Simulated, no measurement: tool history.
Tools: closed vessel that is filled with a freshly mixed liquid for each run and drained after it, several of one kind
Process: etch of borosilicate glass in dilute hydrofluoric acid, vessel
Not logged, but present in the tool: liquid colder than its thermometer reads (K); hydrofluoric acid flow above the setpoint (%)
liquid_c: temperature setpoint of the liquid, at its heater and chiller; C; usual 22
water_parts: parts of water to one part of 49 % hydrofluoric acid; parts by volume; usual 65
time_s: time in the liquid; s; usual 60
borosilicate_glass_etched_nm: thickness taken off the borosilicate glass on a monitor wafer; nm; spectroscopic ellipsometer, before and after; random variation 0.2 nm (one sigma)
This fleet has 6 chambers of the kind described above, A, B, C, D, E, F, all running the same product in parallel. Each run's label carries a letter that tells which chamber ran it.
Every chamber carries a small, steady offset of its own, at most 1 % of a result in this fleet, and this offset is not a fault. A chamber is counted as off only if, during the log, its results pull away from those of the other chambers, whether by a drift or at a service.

run   hour  liquid_c  water_parts  time_s  hours since the thermometer was replaced  hours since the hydrofluoric acid flow meter was replaced  read-back film thickness of the borosilicate glass reference wafer, read on the same gauge (nm)  borosilicate_glass_etched_nm
 1F    7.5        22           65      60                                     880.9                                                      511.9                                                                                            99.96                        19.567
 2A   15.7        22           65      60                                    1813.4                                                      138.1                                                                                           99.995                        19.633
 3E   25.8        22           65      60                                     493.4                                                      624.9                                                                                           100.03                        19.496
      28.2  -- chamber A: thermometer replaced
 4D   34.3        22           65      60                                     760.8                                                      143.6                                                                                           99.986                        19.416
 5C   39.5        22           65      60                                       768                                                      586.4                                                                                           100.01                        19.746
 6B   48.5        22           65      60                                     781.3                                                       1103                                                                                           99.986                        19.337
 7E   58.8        22           65      60                                     526.4                                                      657.9                                                                                           99.999                        19.589
 8F   65.3        22           65      60                                     938.7                                                      569.7                                                                                           99.991                        19.821
 9D   76.4        22           65      60                                     802.9                                                      185.7                                                                                           100.01                        19.219
10C   84.4        20           65      60                                     812.9                                                      631.3                                                                                            99.99                        18.086
11A   90.8        20           65      60                                      62.6                                                      213.2                                                                                           100.02                        18.299
12B    101        20           65      60                                     833.8                                                     1155.5                                                                                           99.963                        17.794
13F  107.3        20           65      60                                     980.7                                                      611.7                                                                                           100.02                        18.314
14E  113.1        20           65      60                                     580.7                                                      712.2                                                                                           100.01                        17.998
15B  120.2        20           65      60                                       853                                                     1174.7                                                                                           99.999                        18.034
16C    127        22           65      60                                     855.5                                                      673.9                                                                                           99.993                        19.658
17A  134.4        25           75      60                                     106.2                                                      256.8                                                                                           100.05                        19.064
18D  144.1        25           75      60                                     870.6                                                      253.4                                                                                           99.975                        18.608
19C  149.1        25           75      60                                     877.6                                                        696                                                                                              100                        18.932
20B  159.1        25           75      60                                     891.9                                                     1213.6                                                                                           99.977                        19.292
21D  164.9        25           75      60                                     891.4                                                      274.2                                                                                           99.968                        18.601
22A  175.5        25           75      60                                     147.3                                                      297.9                                                                                           100.01                        19.147
23F  185.8        22           65      60                                    1059.2                                                      690.2                                                                                           99.998                        19.402
24E  191.8        22           65      60                                     659.4                                                      790.9                                                                                           100.03                        19.256
25B  199.2        22           65      60                                       932                                                     1253.7                                                                                              100                        20.375
26F  208.5        22           65      60                                    1081.9                                                      712.9                                                                                           99.991                        19.864
27D  215.6        22           65      60                                     942.1                                                      324.9                                                                                            99.99                        19.448
28A    225        19           80      60                                     196.8                                                      347.4                                                                                           99.988                        13.958
29E  233.6        19           80      60                                     701.2                                                      832.7                                                                                              100                        13.769
30C    243        19           80      60                                     971.5                                                      789.9                                                                                           99.992                        14.142
31C  252.3        19           80      60                                     980.8                                                      799.2                                                                                            99.99                        13.872
32A  260.3        19           80      60                                     232.1                                                      382.7                                                                                           99.999                        13.949
33B    267        19           80      60                                     999.8                                                     1321.5                                                                                           100.04                        14.932
34E  273.8        22           65      30                                     741.4                                                      872.9                                                                                            99.99                        9.8523
35D  281.6        22           65      30                                    1008.1                                                      390.9                                                                                           99.989                        9.7618
36F  291.8        22           65      30                                    1165.2                                                      796.2                                                                                           99.989                        9.9494

All chambers now run identical settings, listed one chamber a line with results as question marks. What results will each chamber show?
37A  299.9        22           65      60                                                                                                                                                                                                                                   ?
37B  299.9        22           65      60                                                                                                                                                                                                                                   ?
37C  299.9        22           65      60                                                                                                                                                                                                                                   ?
37D  299.9        22           65      60                                                                                                                                                                                                                                   ?
37E  299.9        22           65      60                                                                                                                                                                                                                                   ?
37F  299.9        22           65      60                                                                                                                                                                                                                                   ?

run  borosilicate_glass_etched_nm
37A                        19.646
37B                        21.266
37C                        19.548
37D                        19.225
37E                        19.271
37F                        19.534
